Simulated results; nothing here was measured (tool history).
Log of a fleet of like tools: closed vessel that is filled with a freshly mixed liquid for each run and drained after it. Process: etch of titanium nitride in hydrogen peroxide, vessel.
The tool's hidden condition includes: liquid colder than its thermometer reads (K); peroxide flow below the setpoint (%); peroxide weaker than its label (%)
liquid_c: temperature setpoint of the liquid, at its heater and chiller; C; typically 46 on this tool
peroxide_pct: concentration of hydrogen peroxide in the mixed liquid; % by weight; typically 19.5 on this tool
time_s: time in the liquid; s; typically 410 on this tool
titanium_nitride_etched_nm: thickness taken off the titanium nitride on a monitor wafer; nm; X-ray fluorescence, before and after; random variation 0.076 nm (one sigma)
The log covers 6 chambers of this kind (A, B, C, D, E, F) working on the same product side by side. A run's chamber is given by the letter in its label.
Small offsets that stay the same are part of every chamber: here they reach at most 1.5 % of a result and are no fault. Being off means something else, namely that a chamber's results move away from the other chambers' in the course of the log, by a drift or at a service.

| run | hour | liquid_c | peroxide_pct | time_s | hours since the thermometer was replaced | hours since the peroxide flow meter was replaced | hours since the drum of peroxide was connected | read-back film thickness of the titanium nitride reference wafer, read on the same gauge (nm) | titanium_nitride_etched_nm |
|---|---|---|---|---|---|---|---|---|---|
| 1B | 10.5 | 46 | 19.5 | 410 | 1001.4 | 124.7 | 205.6 | 59.998 | 15.831 |
| 2C | 18.4 | 46 | 19.5 | 410 | 1164.3 | 114.8 | 117.8 | 60.029 | 15.888 |
| 3D | 28.1 | 46 | 19.5 | 410 | 721.6 | 498.9 | 76 | 60.02 | 15.785 |
| 4F | 36.8 | 46 | 19.5 | 410 | 892.7 | 800.8 | 880.1 | 60.011 | 15.739 |
| 5E | 43.5 | 46 | 14.5 | 195 | 1356.1 | 858.6 | 102.5 | 60.006 | 7.0072 |
| 6A | 51.2 | 46 | 14.5 | 195 | 360.3 | 329.9 | 735.7 | 60.017 | 6.9343 |
|  | 52.5 | chamber F: peroxide flow meter replaced |
| 7C | 57.2 | 46 | 14.5 | 195 | 1203.1 | 153.6 | 156.6 | 59.958 | 7.0567 |
| 8E | 63.9 | 46 | 14.5 | 195 | 1376.5 | 879 | 122.9 | 60.005 | 6.982 |
| 9D | 75.3 | 46 | 14.5 | 195 | 768.8 | 546.1 | 123.2 | 60 | 7.0614 |
| 10A | 85.4 | 46 | 14.5 | 195 | 394.5 | 364.1 | 769.9 | 59.989 | 6.9661 |
| 11B | 91.2 | 46 | 19.5 | 410 | 1082.1 | 205.4 | 286.3 | 59.998 | 15.761 |
| 12F | 100.6 | 46 | 19.5 | 285 | 956.5 | 48.1 | 943.9 | 60.003 | 10.932 |
| 13C | 107.7 | 46 | 19.5 | 285 | 1253.6 | 204.1 | 207.1 | 59.974 | 11.012 |
| 14A | 116.9 | 46 | 19.5 | 285 | 426 | 395.6 | 801.4 | 60.028 | 10.828 |
| 15D | 122 | 46 | 19.5 | 285 | 815.5 | 592.8 | 169.9 | 59.97 | 10.924 |
| 16F | 129.1 | 46 | 19.5 | 285 | 985 | 76.6 | 972.4 | 60.013 | 11.026 |
| 17B | 138.2 | 46 | 19.5 | 285 | 1129.1 | 252.4 | 333.3 | 59.969 | 10.923 |
| 18E | 149.5 | 46 | 19.5 | 410 | 1462.1 | 964.6 | 208.5 | 59.996 | 15.671 |
| 19B | 154.5 | 46 | 19.5 | 410 | 1145.4 | 268.7 | 349.6 | 59.959 | 15.635 |
| 20D | 163.2 | 51 | 19.5 | 410 | 856.7 | 634 | 211.1 | 59.993 | 22.521 |
| 21F | 170.5 | 51 | 19.5 | 410 | 1026.4 | 118 | 1013.8 | 60.007 | 22.786 |
| 22C | 176.1 | 51 | 19.5 | 410 | 1322 | 272.5 | 275.5 | 60.018 | 22.962 |
| 23E | 186.9 | 51 | 19.5 | 410 | 1499.5 | 1002 | 245.9 | 60.018 | 22.677 |
| 24A | 194.6 | 51 | 19.5 | 410 | 503.7 | 473.3 | 879.1 | 60.004 | 22.476 |
|  | 197.5 | chamber C: new drum of peroxide connected |
| 25C | 200 | 51 | 19.5 | 410 | 1345.9 | 296.4 | 2.6 | 60.002 | 23.019 |
| 26B | 208.2 | 46 | 19.5 | 410 | 1199.1 | 322.4 | 403.3 | 60.022 | 15.692 |
| 27E | 215.7 | 46 | 17.5 | 410 | 1528.3 | 1030.8 | 274.7 | 60.005 | 15.387 |
| 28D | 223 | 46 | 17.5 | 410 | 916.5 | 693.8 | 270.9 | 60.001 | 15.481 |
| 29A | 233.7 | 46 | 17.5 | 410 | 542.8 | 512.4 | 918.2 | 59.993 | 15.265 |
| 30F | 242.6 | 46 | 17.5 | 410 | 1098.5 | 190.1 | 1085.9 | 60.01 | 15.474 |
| 31B | 253.9 | 46 | 17.5 | 410 | 1244.8 | 368.1 | 449 | 59.986 | 15.273 |
| 32E | 260.6 | 46 | 17.5 | 410 | 1573.2 | 1075.7 | 319.6 | 59.999 | 15.311 |
| 33F | 267.4 | 46 | 19.5 | 410 | 1123.3 | 214.9 | 1110.7 | 59.99 | 15.817 |
| 34A | 278.6 | 46 | 19.5 | 410 | 587.7 | 557.3 | 963.1 | 59.984 | 15.658 |
| 35C | 285.7 | 46 | 19.5 | 410 | 1431.6 | 382.1 | 88.3 | 60.025 | 15.914 |
| 36D | 294.2 | 46 | 19.5 | 210 | 987.7 | 765 | 342.1 | 59.972 | 8.1124 |
| 37F | 302.6 | 46 | 19.5 | 210 | 1158.5 | 250.1 | 1145.9 | 60.019 | 8.0601 |
| 38E | 313.1 | 46 | 19.5 | 210 | 1625.7 | 1128.2 | 372.1 | 59.998 | 8.0755 |
| 39C | 318.4 | 46 | 19.5 | 210 | 1464.3 | 414.8 | 121 | 60.009 | 8.1169 |
| 40D | 328.5 | 46 | 19.5 | 210 | 1022 | 799.3 | 376.4 | 59.977 | 8.0538 |
| 41A | 333.7 | 46 | 19.5 | 210 | 642.8 | 612.4 | 1018.2 | 59.995 | 7.9404 |
| 42B | 343.4 | 46 | 19.5 | 410 | 1334.3 | 457.6 | 538.5 | 60.016 | 15.386 |
| 43D | 349.2 | 46 | 19.5 | 410 | 1042.7 | 820 | 397.1 | 59.998 | 15.766 |
| 44F | 357.8 | 46 | 19.5 | 410 | 1213.7 | 305.3 | 1201.1 | 59.988 | 15.818 |

All chambers now run identical settings, listed one chamber a line with results as question marks. What results will each chamber show?
| 45A | 365.9 | 46 | 19.5 | 410 |  |  |  |  | ? |
| 45B | 365.9 | 46 | 19.5 | 410 |  |  |  |  | ? |
| 45C | 365.9 | 46 | 19.5 | 410 |  |  |  |  | ? |
| 45D | 365.9 | 46 | 19.5 | 410 |  |  |  |  | ? |
| 45E | 365.9 | 46 | 19.5 | 410 |  |  |  |  | ? |
| 45F | 365.9 | 46 | 19.5 | 410 |  |  |  |  | ? |

| run | titanium_nitride_etched_nm |
|---|---|
| 45A | 15.62 |
| 45B | 15.347 |
| 45C | 15.843 |
| 45D | 15.576 |
| 45E | 15.756 |
| 45F | 15.928 |
